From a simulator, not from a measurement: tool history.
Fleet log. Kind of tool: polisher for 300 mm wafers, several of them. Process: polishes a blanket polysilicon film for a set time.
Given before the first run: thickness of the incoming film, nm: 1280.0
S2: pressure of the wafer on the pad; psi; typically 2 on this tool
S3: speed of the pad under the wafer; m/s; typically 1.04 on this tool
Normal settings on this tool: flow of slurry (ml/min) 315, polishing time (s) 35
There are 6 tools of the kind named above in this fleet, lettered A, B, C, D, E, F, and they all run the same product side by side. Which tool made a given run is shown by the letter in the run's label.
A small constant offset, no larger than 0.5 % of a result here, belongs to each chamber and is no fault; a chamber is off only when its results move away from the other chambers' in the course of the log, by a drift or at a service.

-- hour=1.4 chamber A: head pressure recalibrated
run 1D hour=5.5 | flow_of_slurry_(ml/min)=315 S2=2 S3=1.04 polishing_time_(s)=35 | film_removed_(nm)=196.57
-- hour=6.8 chamber E: worn pad replaced by a new one
-- hour=7.1 chamber C: worn pad replaced by a new one
run 2B hour=10.1 | flow_of_slurry_(ml/min)=315 S2=2 S3=1.04 polishing_time_(s)=35 | film_removed_(nm)=197.59
run 3E hour=15.2 | flow_of_slurry_(ml/min)=315 S2=2 S3=1.04 polishing_time_(s)=35 | film_removed_(nm)=197.83
run 4F hour=23.8 | flow_of_slurry_(ml/min)=315 S2=2 S3=1.04 polishing_time_(s)=35 | film_removed_(nm)=199.43
run 5A hour=29.9 | flow_of_slurry_(ml/min)=315 S2=2 S3=1.04 polishing_time_(s)=35 | film_removed_(nm)=199.04
run 6C hour=34.9 | flow_of_slurry_(ml/min)=315 S2=2 S3=1.04 polishing_time_(s)=35 | film_removed_(nm)=199.07
run 7E hour=40.2 | flow_of_slurry_(ml/min)=315 S2=2 S3=1.04 polishing_time_(s)=35 | film_removed_(nm)=198.93
-- hour=43.4 chamber B: worn pad replaced by a new one
-- hour=45.3 chamber F: worn pad replaced by a new one
-- hour=45.8 chamber A: worn pad replaced by a new one
run 8A hour=46.8 | flow_of_slurry_(ml/min)=315 S2=2 S3=1.04 polishing_time_(s)=35 | film_removed_(nm)=197.4
-- hour=48.9 chamber D: worn pad replaced by a new one
run 9C hour=54 | flow_of_slurry_(ml/min)=315 S2=2 S3=1.04 polishing_time_(s)=35 | film_removed_(nm)=197.19
-- hour=56.9 chamber E: worn pad replaced by a new one
run 10D hour=60.1 | flow_of_slurry_(ml/min)=315 S2=2 S3=1.04 polishing_time_(s)=35 | film_removed_(nm)=195.03
run 11B hour=66.7 | flow_of_slurry_(ml/min)=315 S2=2 S3=1.04 polishing_time_(s)=35 | film_removed_(nm)=196.73
run 12F hour=75.2 | flow_of_slurry_(ml/min)=315 S2=2 S3=1.04 polishing_time_(s)=35 | film_removed_(nm)=200
-- hour=75.3 chamber C: worn pad replaced by a new one
run 13B hour=83.2 | flow_of_slurry_(ml/min)=315 S2=2 S3=1.04 polishing_time_(s)=35 | film_removed_(nm)=196.39
run 14E hour=90.3 | flow_of_slurry_(ml/min)=315 S2=2 S3=1.04 polishing_time_(s)=35 | film_removed_(nm)=195.43
run 15C hour=95 | flow_of_slurry_(ml/min)=245 S2=2 S3=1.04 polishing_time_(s)=35 | film_removed_(nm)=196.26
-- hour=98.5 chamber A: worn pad replaced by a new one
-- hour=99 chamber B: worn pad replaced by a new one
run 16A hour=99.8 | flow_of_slurry_(ml/min)=245 S2=2 S3=1.04 polishing_time_(s)=35 | film_removed_(nm)=191.86
run 17F hour=105.5 | flow_of_slurry_(ml/min)=245 S2=2 S3=1.04 polishing_time_(s)=35 | film_removed_(nm)=194.23
-- hour=108.9 chamber D: worn pad replaced by a new one
-- hour=108.9 chamber F: worn pad replaced by a new one
-- hour=109.2 chamber E: worn pad replaced by a new one
run 18D hour=113.4 | flow_of_slurry_(ml/min)=245 S2=2 S3=1.04 polishing_time_(s)=35 | film_removed_(nm)=190.21
run 19F hour=120.8 | flow_of_slurry_(ml/min)=245 S2=2 S3=1.04 polishing_time_(s)=35 | film_removed_(nm)=191.58
run 20D hour=125.2 | flow_of_slurry_(ml/min)=245 S2=2 S3=1.04 polishing_time_(s)=35 | film_removed_(nm)=194.06
run 21B hour=131.8 | flow_of_slurry_(ml/min)=255 S2=1.4 S3=1.04 polishing_time_(s)=35 | film_removed_(nm)=133.34
-- hour=136.2 chamber E: slurry nozzle cleaned
run 22E hour=139.6 | flow_of_slurry_(ml/min)=255 S2=1.4 S3=1.04 polishing_time_(s)=35 | film_removed_(nm)=133.22
run 23A hour=148.7 | flow_of_slurry_(ml/min)=255 S2=1.4 S3=1.04 polishing_time_(s)=35 | film_removed_(nm)=135.57
-- hour=152.8 chamber B: worn pad replaced by a new one
run 24C hour=155.2 | flow_of_slurry_(ml/min)=255 S2=1.4 S3=1.04 polishing_time_(s)=35 | film_removed_(nm)=137.61
-- hour=158.1 chamber C: worn pad replaced by a new one
run 25E hour=160 | flow_of_slurry_(ml/min)=255 S2=1.4 S3=1.04 polishing_time_(s)=35 | film_removed_(nm)=135.01
-- hour=161 chamber D: worn pad replaced by a new one
-- hour=164.8 chamber A: worn pad replaced by a new one
run 26C hour=165 | flow_of_slurry_(ml/min)=255 S2=1.4 S3=1.04 polishing_time_(s)=35 | film_removed_(nm)=137.85
-- hour=165.1 chamber E: worn pad replaced by a new one
-- hour=165.6 chamber D: slurry nozzle cleaned
-- hour=167 chamber E: head pressure recalibrated
run 27F hour=173.6 | flow_of_slurry_(ml/min)=315 S2=2 S3=1.04 polishing_time_(s)=35 | film_removed_(nm)=195.94
-- hour=174 chamber F: worn pad replaced by a new one
run 28B hour=180.8 | flow_of_slurry_(ml/min)=315 S2=2 S3=1.04 polishing_time_(s)=35 | film_removed_(nm)=198.5
run 29A hour=186.7 | flow_of_slurry_(ml/min)=315 S2=2 S3=1.04 polishing_time_(s)=35 | film_removed_(nm)=196.97
-- hour=191.3 chamber B: slurry nozzle cleaned
run 30D hour=192.2 | flow_of_slurry_(ml/min)=315 S2=2 S3=1.04 polishing_time_(s)=35 | film_removed_(nm)=195.12
-- hour=194.2 chamber C: slurry nozzle cleaned
run 31A hour=200.4 | flow_of_slurry_(ml/min)=240 S2=1.4 S3=1.04 polishing_time_(s)=35 | film_removed_(nm)=135.82
run 32D hour=208.6 | flow_of_slurry_(ml/min)=240 S2=1.4 S3=1.04 polishing_time_(s)=35 | film_removed_(nm)=133.43
-- hour=211.7 chamber D: worn pad replaced by a new one
-- hour=212.5 chamber B: worn pad replaced by a new one
run 33F hour=217.8 | flow_of_slurry_(ml/min)=240 S2=1.4 S3=1.04 polishing_time_(s)=35 | film_removed_(nm)=134.17
run 34B hour=223.4 | flow_of_slurry_(ml/min)=240 S2=1.4 S3=1.04 polishing_time_(s)=35 | film_removed_(nm)=135.71
-- hour=226.4 chamber F: worn pad replaced by a new one
-- hour=226.8 chamber E: worn pad replaced by a new one
-- hour=228.9 chamber A: worn pad replaced by a new one
-- hour=230.5 chamber C: head pressure recalibrated
run 35C hour=231.1 | flow_of_slurry_(ml/min)=240 S2=1.4 S3=1.04 polishing_time_(s)=35 | film_removed_(nm)=136.56
run 36E hour=240.3 | flow_of_slurry_(ml/min)=240 S2=1.4 S3=1.04 polishing_time_(s)=35 | film_removed_(nm)=144.91
-- hour=243.5 chamber C: worn pad replaced by a new one
run 37B hour=244.8 | flow_of_slurry_(ml/min)=315 S2=2 S3=1.04 polishing_time_(s)=35 | film_removed_(nm)=198.39
run 38F hour=253 | flow_of_slurry_(ml/min)=315 S2=2 S3=1.04 polishing_time_(s)=35 | film_removed_(nm)=200.17
run 39D hour=259.1 | flow_of_slurry_(ml/min)=315 S2=2 S3=1.04 polishing_time_(s)=35 | film_removed_(nm)=197.79
run 40C hour=263.3 | flow_of_slurry_(ml/min)=315 S2=2 S3=1.04 polishing_time_(s)=35 | film_removed_(nm)=199.63
-- hour=267.5 chamber B: worn pad replaced by a new one
run 41E hour=268.5 | flow_of_slurry_(ml/min)=315 S2=2 S3=1.04 polishing_time_(s)=35 | film_removed_(nm)=212.64
run 42A hour=276.2 | flow_of_slurry_(ml/min)=315 S2=2 S3=1.04 polishing_time_(s)=35 | film_removed_(nm)=199.42
run 43B hour=282.2 | flow_of_slurry_(ml/min)=315 S2=2 S3=1.04 polishing_time_(s)=35 | film_removed_(nm)=196.85
run 44C hour=288.3 | flow_of_slurry_(ml/min)=315 S2=2 S3=1.04 polishing_time_(s)=39 | film_removed_(nm)=223.04

For the next run the whole fleet of 6 chambers uses the same settings. Give each chamber's results:
run 45A hour=295 | flow_of_slurry_(ml/min)=315 S2=2 S3=1.04 polishing_time_(s)=35 | film_removed_(nm)=?
run 45B hour=295 | flow_of_slurry_(ml/min)=315 S2=2 S3=1.04 polishing_time_(s)=35 | film_removed_(nm)=?
run 45C hour=295 | flow_of_slurry_(ml/min)=315 S2=2 S3=1.04 polishing_time_(s)=35 | film_removed_(nm)=?
run 45D hour=295 | flow_of_slurry_(ml/min)=315 S2=2 S3=1.04 polishing_time_(s)=35 | film_removed_(nm)=?
run 45E hour=295 | flow_of_slurry_(ml/min)=315 S2=2 S3=1.04 polishing_time_(s)=35 | film_removed_(nm)=?
run 45F hour=295 | flow_of_slurry_(ml/min)=315 S2=2 S3=1.04 polishing_time_(s)=35 | film_removed_(nm)=?

run=45A film_removed_(nm)=196.16
run=45B film_removed_(nm)=195.7
run=45C film_removed_(nm)=195.74
run=45D film_removed_(nm)=194.44
run=45E film_removed_(nm)=213.85
run=45F film_removed_(nm)=199.68
